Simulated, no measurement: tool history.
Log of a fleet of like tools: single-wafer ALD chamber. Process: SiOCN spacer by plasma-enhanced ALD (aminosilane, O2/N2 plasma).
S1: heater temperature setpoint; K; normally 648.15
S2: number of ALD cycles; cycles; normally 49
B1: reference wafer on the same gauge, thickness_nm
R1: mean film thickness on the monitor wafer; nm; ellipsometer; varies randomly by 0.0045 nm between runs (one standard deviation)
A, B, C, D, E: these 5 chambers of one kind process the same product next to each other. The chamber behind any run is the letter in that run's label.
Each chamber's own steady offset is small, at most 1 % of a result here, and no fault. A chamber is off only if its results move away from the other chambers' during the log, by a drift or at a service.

Run 1D, hour 6.6: usual settings; B1 2.7081. Result: R1 2.9657 nm.
Run 2A, hour 10.2: usual settings; B1 2.7093. Result: R1 2.9584 nm.
Run 3B, hour 15.4: usual settings; B1 2.7082. Result: R1 2.9710 nm.
Run 4C, hour 20.3: usual settings; B1 2.7095. Result: R1 2.9856 nm.
Run 5E, hour 23.3: usual settings; B1 2.7087. Result: R1 2.9418 nm.
Run 6C, hour 28.8: usual settings; B1 2.7078. Result: R1 2.9851 nm.
Run 7A, hour 34.7: usual settings; B1 2.7070. Result: R1 2.9623 nm.
Run 8D, hour 39.1: usual settings; B1 2.7063. Result: R1 2.9667 nm.
Run 9B, hour 43.5: usual settings; B1 2.7059. Result: R1 2.9696 nm.
Run 10E, hour 48.8: usual settings; B1 2.7066. Result: R1 2.9516 nm.
Run 11E, hour 54.3: usual settings; B1 2.7044. Result: R1 2.9440 nm.
Run 12B, hour 60.3: usual settings; B1 2.7042. Result: R1 2.9657 nm.
Run 13C, hour 63.7: usual settings; B1 2.7049. Result: R1 2.9798 nm.
Run 14D, hour 67.4: usual settings; B1 2.7040. Result: R1 2.9606 nm.
Run 15A, hour 72.1: usual settings; B1 2.7032. Result: R1 2.9540 nm.
Run 16A, hour 75.2: usual settings; B1 2.7033. Result: R1 2.9521 nm.
Run 17D, hour 78.2: usual settings; B1 2.7020. Result: R1 2.9528 nm.
Run 18E, hour 82.2: usual settings; B1 2.7032. Result: R1 2.9436 nm.
At hour 82.4: chamber E: thermocouple changed; heater temperature recalibrated.
Run 19B, hour 87.7: usual settings; B1 2.7020. Result: R1 2.9655 nm.
Run 20C, hour 94.0: usual settings; B1 2.6999. Result: R1 2.9748 nm.
Run 21E, hour 98.4: usual settings; B1 2.7002. Result: R1 2.9342 nm.
Run 22B, hour 104.3: usual settings; B1 2.7006. Result: R1 2.9702 nm.
Run 23C, hour 110.9: usual settings; B1 2.7007. Result: R1 2.9773 nm.
Run 24A, hour 116.5: usual settings; B1 2.7003. Result: R1 2.9431 nm.
Run 25D, hour 119.6: usual settings; B1 2.6992. Result: R1 2.9528 nm.
Run 26D, hour 125.5: usual settings; B1 2.6985. Result: R1 2.9546 nm.
Run 27E, hour 129.6: usual settings; B1 2.6988. Result: R1 2.9435 nm.
Run 28B, hour 134.7: usual settings; B1 2.6974. Result: R1 2.9641 nm.
Run 29C, hour 137.8: usual settings; B1 2.6972. Result: R1 2.9818 nm.
Run 30A, hour 143.6: usual settings; B1 2.6972. Result: R1 2.9437 nm.
Run 31B, hour 148.6: usual settings; B1 2.6957. Result: R1 2.9618 nm.
Run 32C, hour 151.8: usual settings; B1 2.6962. Result: R1 2.9672 nm.
Run 33D, hour 155.7: usual settings; B1 2.6967. Result: R1 2.9531 nm.
Run 34E, hour 159.4: usual settings; B1 2.6951. Result: R1 2.9345 nm.
Run 35A, hour 165.8: usual settings; B1 2.6951. Result: R1 2.9438 nm.
Run 36C, hour 169.4: usual settings; B1 2.6950. Result: R1 2.9728 nm.
Run 37B, hour 174.6: usual settings; B1 2.6940. Result: R1 2.9525 nm.
Run 38A, hour 177.9: usual settings but S1 636.15 K, S2 52 cycles; B1 2.6939. Result: R1 3.1274 nm.
Run 39E, hour 183.6: usual settings but S1 636.15 K, S2 52 cycles; B1 2.6937. Result: R1 3.1078 nm.

For the next run the whole fleet of 5 chambers uses the same settings. Give each chamber's results:
Run 40A, hour 188.4: usual settings. Result: R1 ?.
Run 40B, hour 188.4: usual settings. Result: R1 ?.
Run 40C, hour 188.4: usual settings. Result: R1 ?.
Run 40D, hour 188.4: usual settings. Result: R1 ?.
Run 40E, hour 188.4: usual settings. Result: R1 ?.

run      R1
40A  2.9421
40B  2.9540
40C  2.9666
40D  2.9474
40E  2.9331
